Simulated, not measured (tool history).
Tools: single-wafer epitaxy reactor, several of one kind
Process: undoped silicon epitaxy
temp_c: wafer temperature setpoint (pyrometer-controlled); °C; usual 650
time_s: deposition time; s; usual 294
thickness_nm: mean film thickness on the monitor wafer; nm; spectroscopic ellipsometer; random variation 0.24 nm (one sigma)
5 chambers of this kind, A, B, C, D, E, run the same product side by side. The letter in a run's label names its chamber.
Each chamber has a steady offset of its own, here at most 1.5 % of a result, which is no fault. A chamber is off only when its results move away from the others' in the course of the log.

run,hour,temp_c,time_s,hours since the last pyrometer calibration,"read-back reference wafer on the same gauge, thickness_nm",thickness_nm
1D,6.3,650,294,522.7,41.18,49.049
2E,12.3,650,294,814.6,41.204,49.31
3A,17.9,650,294,551.5,41.258,48.751
4B,26.8,650,294,235.6,41.212,49.121
5C,32,650,271,149.9,41.264,45.554
6C,40.3,650,271,158.2,41.147,45.511
7B,45.8,650,271,254.6,41.192,45.557
8D,53.6,650,271,570,41.149,45.346
9A,63.2,650,271,596.8,41.226,44.824
10E,70.5,650,294,872.8,41.227,49.913
11C,79.5,650,294,197.4,41.237,49.28
12D,86.2,650,294,602.6,41.233,48.827
13B,94.4,650,294,303.2,41.226,49.372
14E,104.1,650,294,906.4,41.182,48.796
15A,113.9,650,294,647.5,41.205,48.614
16C,118.7,650,294,236.6,41.23,48.546
17D,126,650,294,642.4,41.2,48.681
18A,136,650,294,669.6,41.192,49.106
19B,145.2,650,294,354,41.248,49.021
20E,150.8,650,294,953.1,41.167,49.733
# hour 155.8: chamber E: pyrometer calibrated
21A,158.7,650,294,692.3,41.151,49.124
22B,167.2,658,253,376,41.22,50.305
23C,177.3,658,253,295.2,41.233,50.009
24E,185.6,658,253,29.9,41.215,48.748
25D,191.7,658,253,708.1,41.198,50.093
26B,201.9,658,253,410.7,41.219,50.382
27C,209.7,638,339,327.6,41.242,43.685
28E,216.8,638,339,61.1,41.197,42.498
29D,224,638,339,740.4,41.149,43.514
30A,233.5,638,339,767.1,41.165,43.6
31A,241.8,638,339,775.4,41.19,43.36
32D,249.6,650,342,766,41.194,56.79
33B,256.9,650,342,465.7,41.159,57.708
34C,265.6,650,342,383.5,41.202,56.723

Is one chamber off against the others, does the gauge drift, or is nothing wrong? If a chamber is off, say which, and what the likeliest cause is.

A service left chamber E off against the others.
Cause: wafer temperature below the value expected at the setpoint (K) = 1.5.

Here are 4 candidates for chamber E's next run, each the usual settings with a change, their results left as question marks. Which one brings its results back in line with what the others give on the usual settings?
In line means no further than this from the other chambers' mean on the usual settings: thickness_nm 0.85 nm
35E-1,273,650,277,,,?
35E-2,273,650,302,,,?
35E-3,273,650,286,,,?
35E-4,273,650,311,,,?

The other chambers' mean on the usual settings: thickness_nm 49.101 nm
run,thickness_nm
35E-1,44.988
35E-2,49.049
35E-3,46.45
35E-4,50.51
35E-2 brings the chamber back in line.
